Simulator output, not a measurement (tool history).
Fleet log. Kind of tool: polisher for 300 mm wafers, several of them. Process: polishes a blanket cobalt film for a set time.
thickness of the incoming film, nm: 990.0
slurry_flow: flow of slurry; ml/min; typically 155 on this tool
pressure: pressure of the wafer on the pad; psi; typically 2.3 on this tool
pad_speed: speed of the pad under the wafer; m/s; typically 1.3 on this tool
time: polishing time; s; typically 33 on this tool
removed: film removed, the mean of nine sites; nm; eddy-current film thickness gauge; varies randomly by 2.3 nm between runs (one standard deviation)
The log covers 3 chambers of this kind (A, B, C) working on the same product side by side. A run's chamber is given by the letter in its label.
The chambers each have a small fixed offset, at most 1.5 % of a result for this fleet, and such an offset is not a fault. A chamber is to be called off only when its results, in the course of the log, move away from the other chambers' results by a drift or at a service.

run	hour	slurry_flow	pressure	pad_speed	time	removed
1A	10.2	155	2.3	1.3	33	265.47
# hour 13.9: chamber A: head pressure recalibrated
# hour 18.7: chamber B: head pressure recalibrated
2B	19.1	155	2.3	1.3	33	272.43
# hour 26.1: chamber A: worn pad replaced by a new one
3C	33.8	155	2.3	1.3	33	271.54
4A	42.5	155	2.3	1.3	33	273.41
# hour 45: chamber C: worn pad replaced by a new one
5B	54.1	155	2.3	1.3	33	273.65
# hour 54.6: chamber A: slurry nozzle cleaned
6C	69.3	155	2.3	1.3	33	265.91
7A	82.1	155	2.3	1.3	33	272.74
8C	91.3	155	2.3	1.3	33	270.67
9B	104.5	155	2.3	1.3	33	268.38
# hour 105.8: chamber A: worn pad replaced by a new one
# hour 113.9: chamber B: slurry nozzle cleaned
10C	120.1	155	2.3	1.3	33	268.77
11B	134.3	155	2.3	1.3	33	272.68
# hour 141.6: chamber B: worn pad replaced by a new one
12A	143	155	2.3	1.6	23	229.38
13B	153.5	155	2.3	1.6	23	232.74
14C	160.5	155	2.3	1.6	23	232.96
15A	168.4	155	2.3	1.3	33	269.07
16B	184.4	155	2.3	1.3	33	271.14
# hour 193.7: chamber C: worn pad replaced by a new one
# hour 194.5: chamber A: worn pad replaced by a new one
17A	195	185	2.3	1.3	33	278.54
18C	202.3	185	2.3	1.3	33	277.4
# hour 202.8: chamber C: slurry nozzle cleaned
19C	218.2	185	2.3	1.3	33	283.48
20B	230.8	155	2.3	1.3	33	269.63
21A	242.3	155	2.3	1.3	33	272.17
22A	252.7	155	2.3	1.3	33	269.66
# hour 264.2: chamber B: worn pad replaced by a new one
23C	267	155	2.8	1.3	33	330.56
24B	278	155	2.8	1.3	33	335.98
# hour 279.3: chamber A: worn pad replaced by a new one
25B	288.4	155	2.8	1.3	33	328.69
26C	304.6	155	2.3	1.3	33	266.86
27A	314.8	155	2.6	1.3	33	305.82
28A	323.6	155	2.6	1.3	33	307.06
# hour 323.8: chamber C: worn pad replaced by a new one
29B	333.9	155	2.6	1.3	33	305.43
30C	343.8	155	2.3	1.3	33	276.34
31B	351.1	155	2.3	1.3	33	272.27
32A	362.2	155	2.3	1.14	42	306.56

All 3 chambers run these settings next. Forecast each chamber's results:
33A	373.8	155	2.3	1.3	39	?
33B	373.8	155	2.3	1.3	39	?
33C	373.8	155	2.3	1.3	39	?

run	removed
33A	316.25
33B	312.57
33C	316.06
